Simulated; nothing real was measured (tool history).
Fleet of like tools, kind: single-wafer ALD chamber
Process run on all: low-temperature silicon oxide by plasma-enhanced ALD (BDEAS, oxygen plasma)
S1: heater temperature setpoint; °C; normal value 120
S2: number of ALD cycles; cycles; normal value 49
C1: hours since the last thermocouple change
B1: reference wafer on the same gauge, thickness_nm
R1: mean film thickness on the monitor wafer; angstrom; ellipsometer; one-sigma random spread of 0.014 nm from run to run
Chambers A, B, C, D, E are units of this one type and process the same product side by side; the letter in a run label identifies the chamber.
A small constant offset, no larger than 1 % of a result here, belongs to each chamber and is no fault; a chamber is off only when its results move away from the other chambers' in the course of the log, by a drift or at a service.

Run 1E, hour 4.1: usual settings; C1 801.6; B1 6.7418. Result: R1 67.970 angstrom.
Run 2C, hour 7.8: usual settings; C1 747.5; B1 6.7414. Result: R1 66.626 angstrom.
Run 3B, hour 10.9: usual settings; C1 1612.1; B1 6.7432. Result: R1 67.392 angstrom.
Run 4A, hour 14.4: usual settings; C1 1875.4; B1 6.7426. Result: R1 67.615 angstrom.
Run 5D, hour 16.8: usual settings but S1 131 °C, S2 57 cycles; C1 153.9; B1 6.7404. Result: R1 76.192 angstrom.
Run 6B, hour 19.7: usual settings but S1 131 °C, S2 57 cycles; C1 1620.9; B1 6.7445. Result: R1 76.718 angstrom.
Run 7E, hour 22.4: usual settings but S1 131 °C, S2 57 cycles; C1 819.9; B1 6.7387. Result: R1 77.385 angstrom.
Run 8A, hour 27.5: usual settings but S1 131 °C, S2 57 cycles; C1 1888.5; B1 6.7389. Result: R1 77.368 angstrom.
Run 9C, hour 32.3: usual settings but S1 131 °C, S2 57 cycles; C1 772.0; B1 6.7361. Result: R1 76.259 angstrom.
Run 10D, hour 34.7: usual settings but S1 115 °C; C1 171.8; B1 6.7398. Result: R1 67.506 angstrom.
Run 11A, hour 37.6: usual settings but S1 115 °C; C1 1898.6; B1 6.7407. Result: R1 68.224 angstrom.
Run 12E, hour 41.3: usual settings but S1 115 °C; C1 838.8; B1 6.7401. Result: R1 68.808 angstrom.
Run 13C, hour 46.4: usual settings but S1 115 °C; C1 786.1; B1 6.7409. Result: R1 67.748 angstrom.
Run 14D, hour 49.0: usual settings but S1 115 °C; C1 186.1; B1 6.7372. Result: R1 67.407 angstrom.
Run 15B, hour 53.9: usual settings; C1 1655.1; B1 6.7385. Result: R1 67.241 angstrom.
Run 16A, hour 56.8: usual settings; C1 1917.8; B1 6.7400. Result: R1 67.825 angstrom.
Run 17E, hour 61.4: usual settings; C1 858.9; B1 6.7380. Result: R1 68.049 angstrom.
Run 18D, hour 64.0: usual settings; C1 201.1; B1 6.7444. Result: R1 66.707 angstrom.
Run 19C, hour 67.8: usual settings; C1 807.5; B1 6.7408. Result: R1 66.784 angstrom.
Run 20B, hour 71.2: usual settings; C1 1672.4; B1 6.7396. Result: R1 67.213 angstrom.
Run 21C, hour 74.2: usual settings; C1 813.9; B1 6.7380. Result: R1 66.791 angstrom.
Run 22D, hour 79.0: usual settings but S1 109 °C, S2 41 cycles; C1 216.1; B1 6.7341. Result: R1 57.033 angstrom.
Run 23B, hour 83.5: usual settings but S1 109 °C, S2 41 cycles; C1 1684.7; B1 6.7409. Result: R1 57.482 angstrom.
Run 24E, hour 87.2: usual settings but S1 109 °C, S2 41 cycles; C1 884.7; B1 6.7416. Result: R1 58.127 angstrom.
Run 25A, hour 92.4: usual settings but S1 109 °C, S2 41 cycles; C1 1953.4; B1 6.7434. Result: R1 57.869 angstrom.
Run 26C, hour 96.6: usual settings but S1 109 °C, S2 41 cycles; C1 836.3; B1 6.7387. Result: R1 57.106 angstrom.
Run 27E, hour 101.9: usual settings; C1 899.4; B1 6.7397. Result: R1 68.003 angstrom.
Run 28D, hour 105.9: usual settings; C1 243.0; B1 6.7385. Result: R1 67.115 angstrom.
Run 29A, hour 109.0: usual settings; C1 1970.0; B1 6.7386. Result: R1 67.574 angstrom.
Run 30B, hour 112.6: usual settings; C1 1713.8; B1 6.7415. Result: R1 66.976 angstrom.
Run 31D, hour 117.6: usual settings but S1 114 °C; C1 254.7; B1 6.7421. Result: R1 67.776 angstrom.
Run 32A, hour 122.9: usual settings but S1 114 °C; C1 1983.9; B1 6.7404. Result: R1 68.518 angstrom.
Run 33E, hour 126.0: usual settings but S1 114 °C; C1 923.5; B1 6.7413. Result: R1 68.662 angstrom.

Which is it: a chamber that has drifted or been left off by a service, a gauge drift common to all chambers, or only each chamber's usual small offset? If a chamber is off, name it and its likeliest cause.

The fleet is healthy, with each chamber sitting at its usual small offset and no drift in the gauge.
